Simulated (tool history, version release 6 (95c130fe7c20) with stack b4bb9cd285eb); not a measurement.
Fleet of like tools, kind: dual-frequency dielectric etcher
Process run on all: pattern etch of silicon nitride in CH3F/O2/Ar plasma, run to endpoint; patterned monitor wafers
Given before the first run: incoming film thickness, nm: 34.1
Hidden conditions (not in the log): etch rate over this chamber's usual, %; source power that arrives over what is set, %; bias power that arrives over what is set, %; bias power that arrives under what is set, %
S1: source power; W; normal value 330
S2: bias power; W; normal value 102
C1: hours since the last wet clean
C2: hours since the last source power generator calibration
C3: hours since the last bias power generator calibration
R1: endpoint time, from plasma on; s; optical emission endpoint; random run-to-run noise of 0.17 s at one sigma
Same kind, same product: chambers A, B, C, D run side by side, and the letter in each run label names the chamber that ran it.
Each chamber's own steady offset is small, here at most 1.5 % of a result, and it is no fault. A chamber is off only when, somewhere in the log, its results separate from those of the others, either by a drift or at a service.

| run | day | S1 | S2 | C1 | C2 | C3 | R1 |
|---|---|---|---|---|---|---|---|
|  | 0.404 | chamber A: source power generator calibrated |
| 1B | 0.462 | 330 | 102 | 251.2 | 1588.4 | 3516.3 | 46.716 |
| 2D | 0.925 | 330 | 102 | 424.8 | 1076.9 | 523.1 | 46.252 |
| 3A | 1.446 | 330 | 102 | 292.4 | 25 | 1729.3 | 47.051 |
| 4C | 1.721 | 330 | 102 | 447.1 | 1036.5 | 938.9 | 46.763 |
| 5A | 2.296 | 330 | 102 | 312.8 | 45.4 | 1749.7 | 46.787 |
| 6B | 2.762 | 330 | 102 | 306.4 | 1643.6 | 3571.5 | 46.515 |
| 7D | 3.129 | 330 | 102 | 477.7 | 1129.8 | 576 | 46.024 |
| 8C | 3.629 | 330 | 102 | 492.9 | 1082.3 | 984.7 | 47.179 |
| 9C | 4.142 | 330 | 102 | 505.2 | 1094.6 | 997 | 47.152 |
| 10D | 4.604 | 330 | 102 | 513.1 | 1165.2 | 611.4 | 46.385 |
| 11A | 5.183 | 330 | 102 | 382.1 | 114.7 | 1819 | 47.083 |
| 12B | 5.6 | 330 | 102 | 374.5 | 1711.7 | 3639.6 | 46.728 |
| 13C | 6.079 | 330 | 102 | 551.7 | 1141.1 | 1043.5 | 47.058 |
| 14A | 6.654 | 330 | 102 | 417.4 | 150 | 1854.3 | 47.158 |
|  | 7.096 | chamber C: wet clean of the chamber |
| 15B | 7.242 | 330 | 102 | 413.9 | 1751.1 | 3679 | 46.787 |
| 16D | 7.554 | 330 | 81 | 583.9 | 1236 | 682.2 | 50.483 |
| 17C | 8.138 | 330 | 81 | 25.1 | 1190.5 | 1092.9 | 48.758 |
| 18A | 8.604 | 330 | 81 | 464.2 | 196.8 | 1901.1 | 51.488 |
| 19B | 8.983 | 330 | 81 | 455.7 | 1792.9 | 3720.8 | 50.774 |
| 20D | 9.538 | 330 | 102 | 631.5 | 1283.6 | 729.8 | 46.204 |
| 21B | 9.804 | 330 | 102 | 475.4 | 1812.6 | 3740.5 | 46.906 |
| 22D | 10.292 | 330 | 102 | 649.6 | 1301.7 | 747.9 | 46.488 |
| 23C | 10.9 | 330 | 102 | 91.4 | 1256.8 | 1159.2 | 44.589 |
|  | 10.958 | chamber B: wet clean of the chamber |
| 24A | 11.392 | 330 | 102 | 531.1 | 263.7 | 1968 | 47.07 |
| 25D | 11.879 | 330 | 122 | 687.7 | 1339.8 | 786 | 43.218 |
| 26A | 12.292 | 330 | 122 | 552.7 | 285.3 | 1989.6 | 43.699 |
|  | 12.467 | chamber D: wet clean of the chamber |
| 27C | 12.65 | 330 | 122 | 133.4 | 1298.8 | 1201.2 | 42.045 |
| 28B | 13.188 | 330 | 122 | 53.6 | 1893.8 | 3821.7 | 43.403 |
| 29A | 13.725 | 330 | 102 | 587.1 | 319.7 | 2024 | 47.006 |
| 30B | 14.312 | 330 | 102 | 80.6 | 1920.8 | 3848.7 | 47.021 |
| 31C | 14.625 | 330 | 102 | 180.8 | 1346.2 | 1248.6 | 44.832 |
| 32D | 14.95 | 280 | 87 | 59.7 | 1413.5 | 859.7 | 52.112 |
| 33C | 15.429 | 280 | 87 | 200.1 | 1365.5 | 1267.9 | 50.543 |
| 34D | 16.008 | 280 | 87 | 85.1 | 1438.9 | 885.1 | 52.203 |
| 35A | 16.321 | 280 | 87 | 649.4 | 382 | 2086.3 | 52.904 |
|  | 16.592 | chamber A: wet clean of the chamber |
| 36B | 16.592 | 330 | 102 | 135.3 | 1975.5 | 3903.4 | 47.31 |
| 37A | 17.171 | 330 | 102 | 13.9 | 402.4 | 2106.7 | 47.194 |
| 38B | 17.496 | 330 | 102 | 157 | 1997.2 | 3925.1 | 46.682 |

All chambers now run identical settings, listed one chamber a line with results as question marks. What results will each chamber show?
| 39A | 17.938 | 330 | 102 |  |  |  | ? |
| 39B | 17.938 | 330 | 102 |  |  |  | ? |
| 39C | 17.938 | 330 | 102 |  |  |  | ? |
| 39D | 17.938 | 330 | 102 |  |  |  | ? |

| run | R1 |
|---|---|
| 39A | 47.382 |
| 39B | 47.13 |
| 39C | 44.878 |
| 39D | 46.333 |

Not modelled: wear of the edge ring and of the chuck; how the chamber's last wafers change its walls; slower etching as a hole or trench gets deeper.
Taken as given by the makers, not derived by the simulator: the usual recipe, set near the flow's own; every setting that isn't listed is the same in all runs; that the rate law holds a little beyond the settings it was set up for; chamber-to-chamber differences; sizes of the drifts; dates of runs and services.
